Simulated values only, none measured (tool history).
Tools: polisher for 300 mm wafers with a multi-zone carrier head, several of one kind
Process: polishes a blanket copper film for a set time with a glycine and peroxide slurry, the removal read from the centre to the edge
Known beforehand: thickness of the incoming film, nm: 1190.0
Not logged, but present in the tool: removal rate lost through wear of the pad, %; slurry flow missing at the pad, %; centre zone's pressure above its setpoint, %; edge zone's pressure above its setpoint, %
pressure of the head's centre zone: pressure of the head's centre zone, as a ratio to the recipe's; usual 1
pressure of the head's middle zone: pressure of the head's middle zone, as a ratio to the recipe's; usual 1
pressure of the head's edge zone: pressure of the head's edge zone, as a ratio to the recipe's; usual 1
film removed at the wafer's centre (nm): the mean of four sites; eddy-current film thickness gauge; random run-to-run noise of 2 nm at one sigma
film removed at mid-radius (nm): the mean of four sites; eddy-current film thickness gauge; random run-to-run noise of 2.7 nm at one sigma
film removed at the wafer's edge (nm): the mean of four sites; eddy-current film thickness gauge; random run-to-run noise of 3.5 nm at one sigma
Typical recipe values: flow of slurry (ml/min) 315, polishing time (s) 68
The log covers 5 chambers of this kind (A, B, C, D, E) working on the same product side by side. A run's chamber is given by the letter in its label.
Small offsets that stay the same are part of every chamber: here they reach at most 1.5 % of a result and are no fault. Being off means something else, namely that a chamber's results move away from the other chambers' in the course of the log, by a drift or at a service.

run    day  flow of slurry (ml/min)  pressure of the head's centre zone  pressure of the head's middle zone  pressure of the head's edge zone  polishing time (s)  wafers polished on this pad  hours since the slurry nozzle was cleaned  hours since the centre zone pressure was calibrated  hours since the edge zone pressure was calibrated  film removed at the wafer's centre (nm)  film removed at mid-radius (nm)  film removed at the wafer's edge (nm)
 1C  0.125                      315                                   1                                   1                                 1                  68                         1033                                      381.8                                                495.6                                              942.1                                   244.09                           243.63                                  243.8
     0.158  -- chamber C: worn pad replaced by a new one
 2E  0.267                      315                                   1                                   1                                 1                  68                         1002                                        329                                                231.2                                              450.7                                   243.49                           244.37                                 246.74
     0.333  -- chamber E: worn pad replaced by a new one
 3D  0.396                      315                                   1                                   1                                 1                  68                          195                                      383.7                                                 44.4                                              202.2                                   242.99                           243.94                                 238.36
 4A  0.608                      315                                   1                                   1                                 1                  68                          483                                      518.9                                                330.1                                             1542.9                                   242.29                            251.1                                 244.56
     0.625  -- chamber B: worn pad replaced by a new one
 5B  0.767                      315                                   1                                   1                                 1                  68                           49                                        310                                                  231                                              343.7                                   242.23                           248.64                                 241.84
 6D  0.933                      315                                   1                                   1                                 1                  68                          383                                      396.6                                                 57.3                                              215.1                                   245.27                           249.96                                 239.64
 7C  1.158                      315                                   1                                   1                                 1                  68                          350                                      406.6                                                520.4                                              966.9                                   245.44                           244.84                                 248.16
 8E  1.275                      315                                   1                                   1                                 1                  68                          329                                      353.2                                                255.4                                              474.9                                   245.56                            244.2                                 243.43
 9A  1.396                      315                                   1                                   1                                 1                  68                          758                                      537.8                                                  349                                             1561.8                                    243.4                           242.51                                 245.52
       1.4  -- chamber D: worn pad replaced by a new one
10B  1.529                      315                                1.06                                0.95                                 1                  68                          316                                      328.3                                                249.3                                                362                                    261.6                           240.22                                 236.07
11C  1.642                      315                                1.06                                0.95                                 1                  68                          518                                      418.2                                                  532                                              978.5                                   262.33                           235.58                                 243.32
     1.692  -- chamber E: slurry nozzle cleaned
12D  1.808                      315                                1.06                                0.95                                 1                  68                          143                                      417.6                                                 78.3                                              236.1                                   264.08                           236.14                                 241.92
13B  1.942                      315                                1.06                                0.95                                 1                  68                          460                                      338.2                                                259.2                                              371.9                                   260.78                           229.48                                 242.32
14E  2.138                      315                                1.06                                0.95                                 1                  68                          631                                       10.7                                                276.1                                              495.6                                   254.54                           234.46                                 250.36
15A  2.358                      315                                   1                                   1                                 1                  68                         1094                                      560.9                                                372.1                                             1584.9                                   246.47                           243.03                                 249.46
     2.454  -- chamber A: edge zone pressure recalibrated
16D  2.508                      315                                   1                                   1                                 1                  68                          387                                      434.4                                                 95.1                                              252.9                                   245.31                           241.49                                 245.04
     2.546  -- chamber A: worn pad replaced by a new one
     2.608  -- chamber C: slurry nozzle cleaned
17E  2.696                      315                                   1                                   1                                 1                  68                          826                                       24.1                                                289.5                                                509                                   244.31                           247.83                                 246.07
18B  2.921                      315                                   1                                   1                                 1                  68                          802                                      361.7                                                282.7                                              395.4                                   245.46                           243.81                                 241.93
19A  3.042                      315                                   1                                   1                                 1                  68                          173                                      577.3                                                388.5                                               14.2                                   246.25                           245.94                                 243.58
     3.192  -- chamber D: worn pad replaced by a new one
20C    3.2                      315                                   1                                   1                                 1                  68                         1063                                       14.3                                                569.4                                             1015.9                                   245.19                           244.61                                 244.85
     3.242  -- chamber E: worn pad replaced by a new one
21D  3.338                      315                                   1                                   1                                 1                  68                           52                                      454.3                                                  115                                              272.8                                      243                           247.57                                  243.1
22C  3.538                      315                                   1                                   1                               0.9                  68                         1181                                       22.4                                                577.5                                               1024                                   246.44                           245.85                                 236.41
     3.579  -- chamber C: edge zone pressure recalibrated
     3.692  -- chamber C: worn pad replaced by a new one
23B  3.721                      315                                   1                                   1                               0.9                  68                         1081                                      380.9                                                301.9                                              414.6                                   244.46                           252.73                                 226.44
24E  3.867                      315                                   1                                   1                               0.9                  68                          218                                       52.2                                                317.6                                              537.1                                   243.98                           246.21                                 237.65
25A  3.967                      315                                   1                                   1                               0.9                  68                          496                                      599.5                                                410.7                                               36.4                                   244.79                           246.97                                 227.49
26B  4.079                      315                                   1                                   1                               0.9                  68                         1206                                      389.5                                                310.5                                              423.2                                   248.17                           243.92                                    226
       4.1  -- chamber B: worn pad replaced by a new one
27A  4.246                      315                                0.95                                   1                                 1                  68                          594                                      606.2                                                417.4                                               43.1                                   232.79                           243.49                                 246.56
28C  4.421                      315                                0.95                                   1                                 1                  68                          255                                       43.6                                                598.7                                               20.2                                   233.92                           246.68                                 242.32
29D  4.642                      315                                0.95                                   1                                 1                  68                          507                                      485.6                                                146.3                                              304.1                                   231.95                           245.47                                 252.28
       4.7  -- chamber A: slurry nozzle cleaned
30E  4.833                      315                                0.95                                   1                                 1                  68                          556                                       75.4                                                340.8                                              560.3                                   228.68                           249.01                                 246.47
     4.854  -- chamber B: slurry nozzle cleaned
31A  5.042                      315                                0.95                                   1                                 1                  68                          872                                        8.3                                                436.5                                               62.2                                   235.54                           247.47                                 245.99
     5.133  -- chamber D: worn pad replaced by a new one
32B  5.167                      315                                   1                                   1                                 1                  68                          373                                        7.5                                                336.6                                              449.3                                   240.67                           248.12                                  244.6
33C  5.288                      315                                   1                                   1                                 1                  68                          558                                       64.4                                                619.5                                                 41                                   248.01                           243.54                                 243.95
34E    5.5                      315                                   1                                   1                                 1                  68                          788                                       91.4                                                356.8                                              576.3                                   244.05                           247.89                                 251.49
35D  5.671                      315                                0.91                                0.95                                 1                  68                          189                                      510.3                                                  171                                              328.8                                   218.67                           232.12                                 246.94
36D   5.85                      315                                0.91                                0.95                                 1                  68                          251                                      514.6                                                175.3                                              333.1                                   218.61                           234.58                                 246.51
37E   6.05                      315                                0.91                                0.95                                 1                  68                          980                                      104.6                                                  370                                              589.5                                   215.96                           237.83                                 249.89
38C  6.162                      315                                0.91                                0.95                                 1                  68                          864                                       85.4                                                640.5                                                 62                                   220.65                           230.14                                 248.74
39A  6.292                      315                                0.91                                0.95                                 1                  68                         1308                                       38.3                                                466.5                                               92.2                                   223.33                           234.04                                 250.68
40B    6.4                      315                                   1                                   1                                 1                  68                          804                                       37.1                                                366.2                                              478.9                                   242.57                           251.91                                 240.64
41D  6.579                      315                                   1                                   1                                 1                  68                          506                                      532.1                                                192.8                                              350.6                                   245.14                            245.2                                 237.82
42B  6.792                      315                                   1                                   1                                 1                  68                          940                                       46.5                                                375.6                                              488.3                                   246.16                           242.74                                  237.7

What goes on in this fleet: one chamber off, a drifting gauge, or nothing beyond the chambers' own small offsets? Name the chamber and the cause, if any.

No chamber stands off beyond its own small offset, and the gauge holds steady.

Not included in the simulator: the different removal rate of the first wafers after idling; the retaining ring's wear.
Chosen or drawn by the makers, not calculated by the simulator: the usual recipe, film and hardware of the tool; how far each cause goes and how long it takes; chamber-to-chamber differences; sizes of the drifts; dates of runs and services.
